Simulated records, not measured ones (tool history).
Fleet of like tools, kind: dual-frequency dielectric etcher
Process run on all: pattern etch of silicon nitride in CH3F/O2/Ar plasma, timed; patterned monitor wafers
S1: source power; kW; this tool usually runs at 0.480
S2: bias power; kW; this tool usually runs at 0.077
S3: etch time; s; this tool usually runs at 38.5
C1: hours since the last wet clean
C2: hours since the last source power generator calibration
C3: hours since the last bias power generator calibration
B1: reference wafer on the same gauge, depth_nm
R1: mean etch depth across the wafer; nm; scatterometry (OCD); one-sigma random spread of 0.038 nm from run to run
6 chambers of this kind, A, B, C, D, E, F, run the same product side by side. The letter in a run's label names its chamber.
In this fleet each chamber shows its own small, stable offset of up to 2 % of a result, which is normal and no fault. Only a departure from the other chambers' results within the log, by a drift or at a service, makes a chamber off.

{"run": "1B", "day": 0.338, "S1": 0.48, "S2": 0.077, "S3": 38.5, "C1": 546.1, "C2": 747.1, "C3": 947.9, "B1": 24.099, "R1": 29.598}
{"run": "2D", "day": 0.717, "S1": 0.48, "S2": 0.077, "S3": 38.5, "C1": 177.5, "C2": 3395.0, "C3": 1407.0, "B1": 24.101, "R1": 30.013}
{"run": "3F", "day": 1.008, "S1": 0.48, "S2": 0.077, "S3": 38.5, "C1": 196.9, "C2": 1417.5, "C3": 761.5, "B1": 24.109, "R1": 29.372}
{"day": 1.067, "done": "chamber C: source power generator calibrated"}
{"run": "4A", "day": 1.321, "S1": 0.48, "S2": 0.077, "S3": 38.5, "C1": 421.7, "C2": 3203.7, "C3": 2246.1, "B1": 24.104, "R1": 29.569}
{"run": "5C", "day": 1.667, "S1": 0.48, "S2": 0.077, "S3": 38.5, "C1": 188.0, "C2": 14.4, "C3": 169.0, "B1": 24.109, "R1": 29.866}
{"run": "6E", "day": 1.962, "S1": 0.48, "S2": 0.077, "S3": 38.5, "C1": 112.0, "C2": 226.0, "C3": 428.0, "B1": 24.109, "R1": 29.998}
{"run": "7C", "day": 2.379, "S1": 0.48, "S2": 0.077, "S3": 38.5, "C1": 205.1, "C2": 31.5, "C3": 186.1, "B1": 24.122, "R1": 29.853}
{"run": "8E", "day": 2.725, "S1": 0.43, "S2": 0.077, "S3": 38.5, "C1": 130.3, "C2": 244.3, "C3": 446.3, "B1": 24.129, "R1": 28.744}
{"run": "9F", "day": 3.154, "S1": 0.43, "S2": 0.077, "S3": 38.5, "C1": 248.4, "C2": 1469.0, "C3": 813.0, "B1": 24.13, "R1": 28.189}
{"run": "10D", "day": 3.433, "S1": 0.43, "S2": 0.077, "S3": 38.5, "C1": 242.7, "C2": 3460.2, "C3": 1472.2, "B1": 24.141, "R1": 28.868}
{"day": 3.804, "done": "chamber A: wet clean of the chamber"}
{"run": "11A", "day": 3.867, "S1": 0.43, "S2": 0.077, "S3": 38.5, "C1": 1.6, "C2": 3264.8, "C3": 2307.2, "B1": 24.135, "R1": 28.4}
{"run": "12B", "day": 4.129, "S1": 0.43, "S2": 0.077, "S3": 38.5, "C1": 637.1, "C2": 838.1, "C3": 1038.9, "B1": 24.142, "R1": 28.461}
{"run": "13C", "day": 4.475, "S1": 0.43, "S2": 0.077, "S3": 38.5, "C1": 255.4, "C2": 81.8, "C3": 236.4, "B1": 24.154, "R1": 28.7}
{"run": "14D", "day": 4.867, "S1": 0.48, "S2": 0.077, "S3": 38.5, "C1": 277.1, "C2": 3494.6, "C3": 1506.6, "B1": 24.158, "R1": 30.02}
{"run": "15F", "day": 5.192, "S1": 0.48, "S2": 0.077, "S3": 38.5, "C1": 297.3, "C2": 1517.9, "C3": 861.9, "B1": 24.151, "R1": 29.361}
{"run": "16B", "day": 5.638, "S1": 0.42, "S2": 0.087, "S3": 38.5, "C1": 673.3, "C2": 874.3, "C3": 1075.1, "B1": 24.156, "R1": 29.478}
{"run": "17A", "day": 6.004, "S1": 0.42, "S2": 0.087, "S3": 38.5, "C1": 52.9, "C2": 3316.1, "C3": 2358.5, "B1": 24.162, "R1": 29.39}
{"day": 6.212, "done": "chamber B: wet clean of the chamber"}
{"run": "18E", "day": 6.25, "S1": 0.42, "S2": 0.087, "S3": 38.5, "C1": 214.9, "C2": 328.9, "C3": 530.9, "B1": 24.165, "R1": 29.723}
{"run": "19C", "day": 6.567, "S1": 0.42, "S2": 0.087, "S3": 38.5, "C1": 305.6, "C2": 132.0, "C3": 286.6, "B1": 24.161, "R1": 29.765}
{"run": "20F", "day": 6.975, "S1": 0.42, "S2": 0.087, "S3": 38.5, "C1": 340.1, "C2": 1560.7, "C3": 904.7, "B1": 24.162, "R1": 29.317}
{"run": "21D", "day": 7.188, "S1": 0.42, "S2": 0.087, "S3": 38.5, "C1": 332.8, "C2": 3550.3, "C3": 1562.3, "B1": 24.173, "R1": 29.869}
{"run": "22B", "day": 7.462, "S1": 0.48, "S2": 0.077, "S3": 38.5, "C1": 30.0, "C2": 918.1, "C3": 1118.9, "B1": 24.183, "R1": 29.642}
{"run": "23A", "day": 7.688, "S1": 0.48, "S2": 0.077, "S3": 38.5, "C1": 93.3, "C2": 3356.5, "C3": 2398.9, "B1": 24.18, "R1": 29.649}
{"day": 7.742, "done": "chamber F: wet clean of the chamber"}
{"run": "24E", "day": 8.058, "S1": 0.48, "S2": 0.077, "S3": 38.5, "C1": 258.3, "C2": 372.3, "C3": 574.3, "B1": 24.182, "R1": 30.095}
{"run": "25B", "day": 8.292, "S1": 0.48, "S2": 0.077, "S3": 31.5, "C1": 49.9, "C2": 938.0, "C3": 1138.8, "B1": 24.188, "R1": 24.326}
{"run": "26E", "day": 8.658, "S1": 0.48, "S2": 0.077, "S3": 31.5, "C1": 272.7, "C2": 386.7, "C3": 588.7, "B1": 24.187, "R1": 24.523}
{"run": "27C", "day": 9.0, "S1": 0.48, "S2": 0.077, "S3": 31.5, "C1": 364.0, "C2": 190.4, "C3": 345.0, "B1": 24.198, "R1": 24.598}
{"run": "28F", "day": 9.296, "S1": 0.48, "S2": 0.077, "S3": 31.5, "C1": 37.4, "C2": 1616.4, "C3": 960.4, "B1": 24.187, "R1": 24.126}
{"run": "29D", "day": 9.55, "S1": 0.48, "S2": 0.077, "S3": 31.5, "C1": 389.5, "C2": 3607.0, "C3": 1619.0, "B1": 24.2, "R1": 24.675}
{"run": "30A", "day": 9.862, "S1": 0.48, "S2": 0.077, "S3": 31.5, "C1": 145.5, "C2": 3408.7, "C3": 2451.1, "B1": 24.203, "R1": 24.31}
{"run": "31F", "day": 10.279, "S1": 0.48, "S2": 0.077, "S3": 38.5, "C1": 61.0, "C2": 1640.0, "C3": 984.0, "B1": 24.203, "R1": 29.385}
{"run": "32C", "day": 10.542, "S1": 0.48, "S2": 0.077, "S3": 38.5, "C1": 401.0, "C2": 227.4, "C3": 382.0, "B1": 24.201, "R1": 30.032}
{"run": "33A", "day": 10.762, "S1": 0.48, "S2": 0.066, "S3": 38.5, "C1": 167.1, "C2": 3430.3, "C3": 2472.7, "B1": 24.208, "R1": 28.243}
{"day": 10.867, "done": "chamber D: wet clean of the chamber"}
{"run": "34B", "day": 10.992, "S1": 0.48, "S2": 0.066, "S3": 38.5, "C1": 114.7, "C2": 1002.8, "C3": 1203.6, "B1": 24.212, "R1": 28.18}
{"day": 11.129, "done": "chamber E: wet clean of the chamber"}
{"run": "35D", "day": 11.25, "S1": 0.48, "S2": 0.066, "S3": 38.5, "C1": 9.2, "C2": 3647.8, "C3": 1659.8, "B1": 24.216, "R1": 28.656}
{"run": "36E", "day": 11.483, "S1": 0.48, "S2": 0.066, "S3": 38.5, "C1": 8.6, "C2": 454.5, "C3": 656.5, "B1": 24.222, "R1": 28.528}
{"run": "37A", "day": 11.779, "S1": 0.48, "S2": 0.066, "S3": 38.5, "C1": 191.5, "C2": 3454.7, "C3": 2497.1, "B1": 24.215, "R1": 28.218}
{"run": "38D", "day": 12.142, "S1": 0.48, "S2": 0.066, "S3": 38.5, "C1": 30.6, "C2": 3669.2, "C3": 1681.2, "B1": 24.218, "R1": 28.673}
{"run": "39E", "day": 12.362, "S1": 0.48, "S2": 0.077, "S3": 38.5, "C1": 29.7, "C2": 475.6, "C3": 677.6, "B1": 24.217, "R1": 30.135}

Read the log: is a single chamber off, either drifting away or since a service, is the gauge that measures every chamber drifting, or is nothing wrong beyond small per-chamber offsets? Name any odd chamber and what most likely caused it.

No chamber is off; the gauge reading every chamber's wafers drifts, which makes the whole fleet appear to move together.
What lies behind it: gauge reads high (%) = 0.528.
